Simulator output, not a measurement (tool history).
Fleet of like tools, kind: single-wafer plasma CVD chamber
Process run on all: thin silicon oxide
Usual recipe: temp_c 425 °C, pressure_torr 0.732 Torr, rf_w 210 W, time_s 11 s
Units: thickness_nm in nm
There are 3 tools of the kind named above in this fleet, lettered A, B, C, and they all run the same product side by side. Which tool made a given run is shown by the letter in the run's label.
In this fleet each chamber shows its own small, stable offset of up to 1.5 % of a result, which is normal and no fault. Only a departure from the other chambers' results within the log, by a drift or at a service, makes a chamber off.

run	hour	temp_c	pressure_torr	rf_w	time_s	hours since the last thermocouple change	hours since the last RF generator calibration	hours since the last manometer calibration	read-back reference wafer on the same gauge, thickness_nm	thickness_nm
1C	6	425	0.732	210	11	94.6	287.1	1445.8	13.606	15.527
# hour 6.6: chamber A: RF generator calibrated
2B	11.1	425	0.732	210	11	1138.9	48.3	1012.8	13.592	15.375
3A	18	425	0.732	210	11	895.2	11.5	2277.2	13.603	15.582
4A	23	425	0.732	210	11	900.2	16.5	2282.2	13.594	15.542
5C	29.7	425	0.732	210	11	118.3	310.8	1469.5	13.605	15.512
6B	36.9	425	0.732	210	11	1164.7	74.1	1038.6	13.598	15.385
7B	44.7	425	0.732	210	11	1172.5	81.9	1046.4	13.596	15.388
8C	50.8	425	0.732	210	11	139.4	331.9	1490.6	13.592	15.466
9A	56.1	425	0.818	175	11	933.3	49.6	2315.3	13.593	15.88
10C	61.2	425	0.818	175	11	149.8	342.3	1501	13.603	15.74
11A	66.4	425	0.818	175	11	943.6	59.9	2325.6	13.608	16.004
12B	72.2	425	0.732	210	8.9	1200	109.4	1073.9	13.595	12.514
13B	78.4	425	0.732	210	8.9	1206.2	115.6	1080.1	13.6	12.366
# hour 81.6: chamber C: capacitance manometer re-zeroed and calibrated
14C	85.8	425	0.732	210	8.9	174.4	366.9	4.3	13.59	12.606
15A	89.4	425	0.732	210	11	966.6	82.9	2348.6	13.61	15.699
16C	93.5	425	0.732	230	12	182.1	374.6	12	13.597	17.742
17B	101.6	425	0.732	230	12	1229.4	138.8	1103.3	13.598	17.473
18A	109.7	425	0.732	230	12	986.9	103.2	2368.9	13.605	17.894
# hour 113.3: chamber A: capacitance manometer re-zeroed and calibrated
19A	117.2	425	0.732	210	11	994.4	110.7	4	13.589	16.331
20C	122.1	425	0.606	210	9	210.7	403.2	40.6	13.587	10.474
21B	127.1	425	0.606	210	9	1254.9	164.3	1128.8	13.598	10.314
22B	132.3	425	0.606	210	9	1260.1	169.5	1134	13.61	10.291
23A	140.5	425	0.732	210	11	1017.7	134	27.3	13.599	16.419
24C	145.8	425	0.732	210	11	234.4	426.9	64.3	13.596	15.412
25C	150.8	425	0.732	210	11	239.4	431.9	69.3	13.606	15.532
26A	155.3	438	0.732	210	9.9	1032.5	148.8	42.1	13.605	14.714
27B	160.2	438	0.732	210	9.9	1288	197.4	1161.9	13.608	13.693
28C	168.4	438	0.732	210	9.9	257	449.5	86.9	13.6	13.766
29B	173.4	425	0.732	210	11	1301.2	210.6	1175.1	13.606	15.32
30A	177.7	425	0.732	210	11	1054.9	171.2	64.5	13.61	16.496
31B	182.2	425	0.732	210	11	1310	219.4	1183.9	13.607	15.391
32A	190.4	425	0.732	210	11	1067.6	183.9	77.2	13.603	16.532
33C	194.9	425	0.732	210	11	283.5	476	113.4	13.587	15.52
34B	202.9	425	0.732	210	11	1330.7	240.1	1204.6	13.6	15.322
35C	209.4	425	0.732	210	11	298	490.5	127.9	13.596	15.519
36A	217.7	425	0.732	210	11	1094.9	211.2	104.5	13.6	16.482
37A	223	425	0.732	210	11	1100.2	216.5	109.8	13.598	16.538
38C	229.3	425	0.732	210	11	317.9	510.4	147.8	13.6	15.543
39B	233.6	425	0.732	210	11	1361.4	270.8	1235.3	13.609	15.374

Read the log: is a single chamber off, either drifting away or since a service, is the gauge that measures every chamber drifting, or is nothing wrong beyond small per-chamber offsets? Name any odd chamber and what most likely caused it.

A service on chamber A put it out of line with the rest.
Likeliest cause: true pressure above the setpoint (%) = 5.19.

Below are 4 candidate recipes for chamber A's next run, each the usual settings with a change, their results shown as question marks. Which of them brings A's results back in line with what the other chambers give on the usual settings?
In-line tolerance around the mean of the other chambers on the usual settings: thickness_nm 0.19 nm
40A-1	239.5	425	0.76	210	11.3					?
40A-2	239.5	425	0.824	220	11					?
40A-3	239.5	425	0.645	210	11					?
40A-4	239.5	425	0.695	205	11					?

On the usual settings, the other chambers give on average: thickness_nm 15.442 nm
run	thickness_nm
40A-1	17.484
40A-2	18.694
40A-3	14.451
40A-4	15.416
40A-4 is the one that brings the chamber's results back in line with the other chambers.

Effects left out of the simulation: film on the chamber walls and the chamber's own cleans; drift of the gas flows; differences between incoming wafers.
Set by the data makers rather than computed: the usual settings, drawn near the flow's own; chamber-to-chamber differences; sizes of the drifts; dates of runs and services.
